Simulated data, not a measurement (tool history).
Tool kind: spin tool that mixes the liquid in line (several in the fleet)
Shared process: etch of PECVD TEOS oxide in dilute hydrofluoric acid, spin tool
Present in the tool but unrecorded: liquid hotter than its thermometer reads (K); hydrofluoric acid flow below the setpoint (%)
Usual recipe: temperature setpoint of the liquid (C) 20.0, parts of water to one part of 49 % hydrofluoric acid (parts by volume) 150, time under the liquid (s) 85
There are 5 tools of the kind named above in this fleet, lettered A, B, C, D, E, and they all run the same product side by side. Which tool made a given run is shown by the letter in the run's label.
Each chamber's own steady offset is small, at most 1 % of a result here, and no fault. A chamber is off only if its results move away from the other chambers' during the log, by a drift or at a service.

| run | hour | temperature setpoint of the liquid (C) | parts of water to one part of 49 % hydrofluoric acid (parts by volume) | time under the liquid (s) | hours since the thermometer was replaced | hours since the hydrofluoric acid flow meter was replaced | read-back film thickness of the PECVD TEOS oxide reference wafer, read on the same gauge (nm) | thickness taken off the PECVD TEOS oxide on a monitor wafer (Å) |
|---|---|---|---|---|---|---|---|---|
| 1B | 10.3 | 20.0 | 150 | 85 | 359.0 | 253.8 | 89.991 | 56.788 |
| 2D | 19.6 | 20.0 | 150 | 85 | 247.6 | 1212.7 | 90.006 | 55.750 |
|  | 22.0 | chamber A: hydrofluoric acid flow meter replaced |
| 3A | 26.8 | 20.0 | 150 | 85 | 1077.5 | 4.9 | 90.011 | 56.650 |
| 4E | 37.3 | 20.0 | 150 | 85 | 1484.4 | 1506.6 | 90.017 | 56.610 |
| 5C | 44.7 | 24.0 | 150 | 105 | 506.0 | 914.4 | 90.002 | 81.811 |
| 6B | 52.6 | 24.0 | 150 | 105 | 401.3 | 296.1 | 90.011 | 81.226 |
| 7D | 63.6 | 24.0 | 150 | 105 | 291.6 | 1256.7 | 89.995 | 80.956 |
| 8C | 72.2 | 24.0 | 150 | 105 | 533.5 | 941.9 | 90.012 | 82.318 |
| 9E | 80.0 | 24.0 | 150 | 105 | 1527.1 | 1549.3 | 89.978 | 81.375 |
| 10A | 85.8 | 20.0 | 150 | 85 | 1136.5 | 63.9 | 90.008 | 56.629 |
| 11C | 91.4 | 20.0 | 150 | 85 | 552.7 | 961.1 | 90.004 | 56.536 |
| 12E | 96.7 | 20.0 | 150 | 85 | 1543.8 | 1566.0 | 89.985 | 56.278 |
| 13B | 104.5 | 20.0 | 150 | 85 | 453.2 | 348.0 | 90.013 | 57.127 |
| 14D | 115.5 | 20.0 | 150 | 85 | 343.5 | 1308.6 | 89.998 | 56.065 |
|  | 115.9 | chamber E: thermometer replaced |
| 15A | 122.5 | 20.0 | 150 | 85 | 1173.2 | 100.6 | 89.975 | 56.558 |
| 16B | 133.4 | 20.0 | 150 | 85 | 482.1 | 376.9 | 90.003 | 57.451 |
| 17D | 142.5 | 20.0 | 150 | 85 | 370.5 | 1335.6 | 90.020 | 55.695 |
| 18E | 151.7 | 20.0 | 150 | 85 | 35.9 | 1621.0 | 89.996 | 55.800 |
| 19C | 162.7 | 17.5 | 150 | 85 | 624.0 | 1032.4 | 89.992 | 51.229 |
| 20A | 171.1 | 17.5 | 150 | 85 | 1221.8 | 149.2 | 89.973 | 51.317 |
| 21A | 179.1 | 17.5 | 150 | 85 | 1229.8 | 157.2 | 90.004 | 50.638 |
| 22D | 186.7 | 17.5 | 150 | 85 | 414.7 | 1379.8 | 89.989 | 50.687 |
|  | 190.5 | chamber E: hydrofluoric acid flow meter replaced |
| 23B | 193.6 | 17.5 | 150 | 85 | 542.3 | 437.1 | 90.001 | 53.015 |
| 24E | 200.9 | 20.0 | 150 | 85 | 85.1 | 10.5 | 90.017 | 55.844 |
| 25C | 208.0 | 20.0 | 150 | 85 | 669.3 | 1077.7 | 89.988 | 56.785 |
| 26D | 217.9 | 20.0 | 150 | 85 | 445.9 | 1411.0 | 90.016 | 56.180 |
| 27B | 227.7 | 20.0 | 150 | 85 | 576.4 | 471.2 | 89.997 | 58.974 |
| 28C | 237.8 | 20.0 | 150 | 85 | 699.1 | 1107.5 | 90.010 | 56.937 |
| 29A | 245.6 | 20.0 | 150 | 85 | 1296.3 | 223.7 | 89.994 | 56.661 |
| 30E | 251.1 | 20.0 | 150 | 85 | 135.3 | 60.7 | 89.985 | 56.264 |
| 31A | 260.7 | 17.5 | 150 | 85 | 1311.4 | 238.8 | 90.027 | 50.617 |
| 32B | 270.4 | 17.5 | 150 | 85 | 619.1 | 513.9 | 90.009 | 53.536 |
| 33C | 275.5 | 17.5 | 150 | 85 | 736.8 | 1145.2 | 89.991 | 50.961 |
| 34E | 284.8 | 17.5 | 150 | 85 | 169.0 | 94.4 | 89.997 | 51.174 |

The same settings go to every chamber for the next run, one line per chamber below. Forecast the results for each:
| 35A | 292.9 | 17.0 | 150 | 85 |  |  |  | ? |
| 35B | 292.9 | 17.0 | 150 | 85 |  |  |  | ? |
| 35C | 292.9 | 17.0 | 150 | 85 |  |  |  | ? |
| 35D | 292.9 | 17.0 | 150 | 85 |  |  |  | ? |
| 35E | 292.9 | 17.0 | 150 | 85 |  |  |  | ? |

| run | thickness taken off the PECVD TEOS oxide on a monitor wafer (Å) |
|---|---|
| 35A | 49.937 |
| 35B | 53.252 |
| 35C | 50.604 |
| 35D | 49.644 |
| 35E | 49.624 |

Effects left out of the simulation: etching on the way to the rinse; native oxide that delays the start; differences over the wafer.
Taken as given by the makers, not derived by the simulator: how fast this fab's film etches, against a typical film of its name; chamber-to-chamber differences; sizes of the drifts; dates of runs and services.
